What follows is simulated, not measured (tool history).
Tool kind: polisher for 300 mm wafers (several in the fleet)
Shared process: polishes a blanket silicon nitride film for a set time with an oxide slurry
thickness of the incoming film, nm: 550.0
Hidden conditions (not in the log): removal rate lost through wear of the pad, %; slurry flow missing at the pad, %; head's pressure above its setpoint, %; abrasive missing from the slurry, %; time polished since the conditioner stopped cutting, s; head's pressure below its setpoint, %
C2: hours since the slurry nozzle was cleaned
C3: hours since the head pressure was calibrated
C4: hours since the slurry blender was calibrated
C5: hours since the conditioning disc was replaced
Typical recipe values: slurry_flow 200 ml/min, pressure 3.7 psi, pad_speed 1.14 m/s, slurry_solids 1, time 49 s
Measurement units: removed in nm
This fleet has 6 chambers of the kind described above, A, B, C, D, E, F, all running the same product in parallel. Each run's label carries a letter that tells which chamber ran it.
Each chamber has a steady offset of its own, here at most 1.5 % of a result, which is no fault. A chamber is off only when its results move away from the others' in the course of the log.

At day 0.121: chamber E: slurry nozzle cleaned.
At day 0.150: chamber E: slurry blender recalibrated.
Run 1B, day 0.162: usual settings; wafers polished on this pad 656; C2 188.7; C3 526.4; C4 33.1; C5 301.5. Result: removed 29.627 nm.
Run 2C, day 0.471: usual settings; wafers polished on this pad 533; C2 64.8; C3 746.3; C4 529.9; C5 550.3. Result: removed 29.458 nm.
Run 3F, day 0.738: usual settings; wafers polished on this pad 448; C2 338.9; C3 950.7; C4 339.8; C5 205.4. Result: removed 30.266 nm.
At day 0.746: chamber B: worn pad replaced by a new one.
Run 4A, day 0.979: usual settings; wafers polished on this pad 341; C2 122.2; C3 399.1; C4 67.5; C5 173.5. Result: removed 29.655 nm.
At day 0.992: chamber E: worn pad replaced by a new one.
Run 5E, day 1.138: usual settings; wafers polished on this pad 39; C2 24.5; C3 214.6; C4 23.7; C5 181.0. Result: removed 29.179 nm.
Run 6D, day 1.450: usual settings; wafers polished on this pad 621; C2 142.9; C3 745.4; C4 155.9; C5 89.7. Result: removed 29.500 nm.
At day 1.471: chamber D: worn pad replaced by a new one.
Run 7D, day 1.642: usual settings but slurry_flow 265 ml/min, pressure 2.9 psi; wafers polished on this pad 46; C2 147.5; C3 750.0; C4 160.5; C5 94.3. Result: removed 23.545 nm.
At day 1.683: chamber C: slurry blender recalibrated.
At day 1.712: chamber F: slurry blender recalibrated.
Run 8C, day 1.954: usual settings but slurry_flow 265 ml/min, pressure 2.9 psi; wafers polished on this pad 929; C2 100.4; C3 781.9; C4 6.6; C5 585.9. Result: removed 24.187 nm.
Run 9F, day 2.192: usual settings but slurry_flow 265 ml/min, pressure 2.9 psi; wafers polished on this pad 836; C2 373.8; C3 985.6; C4 11.5; C5 240.3. Result: removed 23.626 nm.
Run 10B, day 2.488: usual settings but slurry_flow 265 ml/min, pressure 2.9 psi; wafers polished on this pad 464; C2 244.5; C3 582.2; C4 88.9; C5 357.3. Result: removed 23.699 nm.
At day 2.554: chamber C: head pressure recalibrated.
Run 11A, day 2.629: usual settings but slurry_flow 265 ml/min, pressure 2.9 psi; wafers polished on this pad 781; C2 161.8; C3 438.7; C4 107.1; C5 213.1. Result: removed 24.312 nm.
At day 2.804: chamber C: conditioning disc replaced and pad reconditioned.
Run 12E, day 2.867: usual settings but slurry_flow 265 ml/min, pressure 2.9 psi; wafers polished on this pad 500; C2 66.0; C3 256.1; C4 65.2; C5 222.5. Result: removed 23.765 nm.
At day 2.942: chamber D: conditioning disc replaced and pad reconditioned.
Run 13D, day 3.012: usual settings but pressure 2.7 psi; wafers polished on this pad 411; C2 180.4; C3 782.9; C4 193.4; C5 1.8. Result: removed 21.186 nm.
At day 3.046: chamber B: slurry blender recalibrated.
At day 3.196: chamber E: worn pad replaced by a new one.
Run 14E, day 3.300: usual settings but pressure 2.7 psi; wafers polished on this pad 28; C2 76.4; C3 266.5; C4 75.6; C5 232.9. Result: removed 21.228 nm.
Run 15F, day 3.442: usual settings but pressure 2.7 psi; wafers polished on this pad 1169; C2 403.8; C3 1015.6; C4 41.5; C5 270.3. Result: removed 21.732 nm.
At day 3.479: chamber C: worn pad replaced by a new one.
At day 3.525: chamber B: worn pad replaced by a new one.
Run 16B, day 3.667: usual settings but pressure 2.7 psi; wafers polished on this pad 38; C2 272.8; C3 610.5; C4 15.0; C5 385.6. Result: removed 21.329 nm.
At day 3.783: chamber A: worn pad replaced by a new one.
At day 3.846: chamber D: head pressure recalibrated.
Run 17A, day 3.858: usual settings but pressure 2.7 psi; wafers polished on this pad 20; C2 191.3; C3 468.2; C4 136.6; C5 242.6. Result: removed 21.911 nm.
Run 18C, day 4.017: usual settings but pressure 2.7 psi; wafers polished on this pad 143; C2 149.9; C3 35.1; C4 56.1; C5 29.2. Result: removed 21.079 nm.
At day 4.079: chamber D: worn pad replaced by a new one.
At day 4.092: chamber F: worn pad replaced by a new one.
Run 19E, day 4.254: usual settings; wafers polished on this pad 283; C2 99.3; C3 289.4; C4 98.5; C5 255.8. Result: removed 29.587 nm.
At day 4.371: chamber B: head pressure recalibrated.
Run 20F, day 4.479: usual settings; wafers polished on this pad 104; C2 428.7; C3 1040.5; C4 66.4; C5 295.2. Result: removed 30.262 nm.
At day 4.538: chamber E: head pressure recalibrated.
Run 21B, day 4.792: usual settings but pad_speed 0.96 m/s; wafers polished on this pad 338; C2 299.8; C3 10.1; C4 42.0; C5 412.6. Result: removed 25.607 nm.
Run 22C, day 4.942: usual settings but pad_speed 0.96 m/s; wafers polished on this pad 390; C2 172.1; C3 57.3; C4 78.3; C5 51.4. Result: removed 25.891 nm.
Run 23D, day 5.212: usual settings but pad_speed 0.96 m/s; wafers polished on this pad 303; C2 233.2; C3 32.8; C4 246.2; C5 54.6. Result: removed 25.904 nm.
Run 24A, day 5.533: usual settings but pad_speed 0.96 m/s; wafers polished on this pad 467; C2 231.5; C3 508.4; C4 176.8; C5 282.8. Result: removed 25.885 nm.
At day 5.542: chamber E: worn pad replaced by a new one.
Run 25D, day 5.700: usual settings but pad_speed 0.96 m/s; wafers polished on this pad 433; C2 244.9; C3 44.5; C4 257.9; C5 66.3. Result: removed 25.239 nm.
Run 26C, day 5.888: usual settings but pad_speed 0.96 m/s; wafers polished on this pad 642; C2 194.8; C3 80.0; C4 101.0; C5 74.1. Result: removed 25.911 nm.
Run 27B, day 6.150: usual settings; wafers polished on this pad 701; C2 332.4; C3 42.7; C4 74.6; C5 445.2. Result: removed 29.156 nm.
Run 28F, day 6.333: usual settings; wafers polished on this pad 598; C2 473.2; C3 1085.0; C4 110.9; C5 339.7. Result: removed 29.837 nm.
Run 29A, day 6.538: usual settings; wafers polished on this pad 735; C2 255.6; C3 532.5; C4 200.9; C5 306.9. Result: removed 29.856 nm.
At day 6.729: chamber B: worn pad replaced by a new one.
At day 6.733: chamber D: worn pad replaced by a new one.
Run 30E, day 6.767: usual settings; wafers polished on this pad 327; C2 159.6; C3 53.5; C4 158.8; C5 316.1. Result: removed 28.799 nm.
Run 31B, day 7.042: usual settings; wafers polished on this pad 83; C2 353.8; C3 64.1; C4 96.0; C5 466.6. Result: removed 30.052 nm.
Run 32E, day 7.300: usual settings; wafers polished on this pad 469; C2 172.4; C3 66.3; C4 171.6; C5 328.9. Result: removed 29.195 nm.
At day 7.404: chamber B: slurry blender recalibrated.
At day 7.533: chamber D: conditioning disc replaced and pad reconditioned.
Run 33D, day 7.571: usual settings; wafers polished on this pad 224; C2 289.8; C3 89.4; C4 302.8; C5 1.0. Result: removed 30.052 nm.
Run 34C, day 7.729: usual settings; wafers polished on this pad 1133; C2 239.0; C3 124.2; C4 145.2; C5 118.3. Result: removed 29.563 nm.
At day 7.938: chamber D: slurry blender recalibrated.
Run 35F, day 8.004: usual settings; wafers polished on this pad 1044; C2 513.3; C3 1125.1; C4 151.0; C5 379.8. Result: removed 30.335 nm.
At day 8.008: chamber B: conditioning disc replaced and pad reconditioned.
At day 8.025: chamber E: worn pad replaced by a new one.
Run 36A, day 8.304: usual settings; wafers polished on this pad 1206; C2 298.0; C3 574.9; C4 243.3; C5 349.3. Result: removed 29.602 nm.
At day 8.308: chamber F: worn pad replaced by a new one.
At day 8.488: chamber C: worn pad replaced by a new one.
Run 37F, day 8.596: usual settings; wafers polished on this pad 77; C2 527.5; C3 1139.3; C4 165.2; C5 394.0. Result: removed 30.308 nm.
Run 38B, day 8.846: usual settings but slurry_flow 170 ml/min, time 39 s; wafers polished on this pad 564; C2 397.1; C3 107.4; C4 34.6; C5 20.1. Result: removed 23.067 nm.
At day 8.967: chamber A: worn pad replaced by a new one.
Run 39A, day 9.000: usual settings but slurry_flow 170 ml/min, time 39 s; wafers polished on this pad 9; C2 314.7; C3 591.6; C4 260.0; C5 366.0. Result: removed 23.387 nm.
Run 40D, day 9.183: usual settings but slurry_flow 170 ml/min, time 39 s; wafers polished on this pad 654; C2 328.5; C3 128.1; C4 30.0; C5 39.7. Result: removed 22.243 nm.
Run 41E, day 9.375: usual settings but slurry_flow 170 ml/min, time 39 s; wafers polished on this pad 360; C2 222.2; C3 116.1; C4 221.4; C5 378.7. Result: removed 22.877 nm.
Run 42C, day 9.638: usual settings but slurry_flow 170 ml/min, time 39 s; wafers polished on this pad 307; C2 284.8; C3 170.0; C4 191.0; C5 164.1. Result: removed 22.798 nm.
Run 43C, day 9.788: usual settings but slurry_flow 170 ml/min, time 39 s; wafers polished on this pad 347; C2 288.4; C3 173.6; C4 194.6; C5 167.7. Result: removed 23.039 nm.

Each of the 6 chambers runs these same settings next. Fill in every chamber's results:
Run 44A, day 10.021: usual settings. Result: removed ?.
Run 44B, day 10.021: usual settings. Result: removed ?.
Run 44C, day 10.021: usual settings. Result: removed ?.
Run 44D, day 10.021: usual settings. Result: removed ?.
Run 44E, day 10.021: usual settings. Result: removed ?.
Run 44F, day 10.021: usual settings. Result: removed ?.

run  removed
44A   29.215
44B   29.662
44C   29.167
44D   29.907
44E   28.878
44F   29.399
